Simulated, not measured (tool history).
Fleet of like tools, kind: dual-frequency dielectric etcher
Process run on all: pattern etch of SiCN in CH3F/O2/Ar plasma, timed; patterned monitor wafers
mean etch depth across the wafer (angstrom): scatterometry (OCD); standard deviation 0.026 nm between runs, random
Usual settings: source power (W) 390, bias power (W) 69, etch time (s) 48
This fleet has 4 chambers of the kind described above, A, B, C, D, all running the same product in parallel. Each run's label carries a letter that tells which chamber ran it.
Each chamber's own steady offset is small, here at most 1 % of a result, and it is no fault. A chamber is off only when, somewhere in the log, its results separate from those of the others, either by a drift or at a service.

run   hour  source power (W)  bias power (W)  etch time (s)  read-back reference wafer on the same gauge, depth_nm  mean etch depth across the wafer (angstrom)
 1C    5.5               390              69             48                                                 19.898                                       175.86
 2D   10.7               390              69             48                                                 19.893                                       175.79
 3A   14.9               390              69             48                                                 19.887                                       174.37
      18.5  -- chamber B: wet clean of the chamber
 4B   19.9               390              69             48                                                 19.877                                       174.76
 5C   25.4               390              69             48                                                 19.876                                       175.42
 6D   28.7               390              69             48                                                 19.876                                       175.53
 7B   33.2               390              69             48                                                 19.866                                       174.45
 8A   37.2               310              69             48                                                 19.867                                       159.46
 9C   39.7               310              69             48                                                 19.867                                       161.21
10A   43.6               310              69             48                                                 19.867                                       159.44
11B   48.4               310              69             48                                                 19.852                                       159.46
12D   51.7               390              69             48                                                 19.854                                       175.59
13A   54.8               440              69             48                                                 19.853                                       182.15
14D     59               440              69             48                                                 19.842                                       183.84
15B   63.1               440              69             48                                                 19.844                                       182.57
16C   65.9               440              69             48                                                 19.846                                       183.25
17D   68.5               390              69             48                                                 19.845                                        175.1
18B   74.1               390              69             48                                                 19.838                                       174.64
19C   77.2               390              69             48                                                 19.828                                        175.4
20A   79.9               390              69             48                                                 19.821                                       173.89
21D     83               390              69             48                                                 19.828                                       175.41
22C   87.5               390              69             48                                                 19.825                                       175.43
23A   91.9               390              69             48                                                 19.815                                       173.87
24B   96.2               390              69             48                                                 19.814                                       174.17
25B   99.3               390              69             48                                                 19.808                                       173.83
26C  104.6               390              69             48                                                 19.805                                       175.43
27A  110.3               390              69           36.5                                                   19.8                                       131.85
28D    113               390              69           36.5                                                 19.795                                       132.89
     113.8  -- chamber D: wet clean of the chamber
29A  117.3               390              69           36.5                                                 19.793                                       131.95
30B    121               390              69           36.5                                                 19.788                                       132.17
31C  124.2               390              69             48                                                 19.796                                       174.52
32D  127.1               390              69             48                                                 19.779                                       174.82
33D  130.9               390              69             48                                                 19.785                                       174.68

Is one chamber off against the others, does the gauge drift, or is nothing wrong? If a chamber is off, say which, and what the likeliest cause is.

It is the gauge, not a chamber: its drift shows up in every chamber's results at once, and no chamber is off.
Most likely cause: gauge reads low (%) = 0.607.
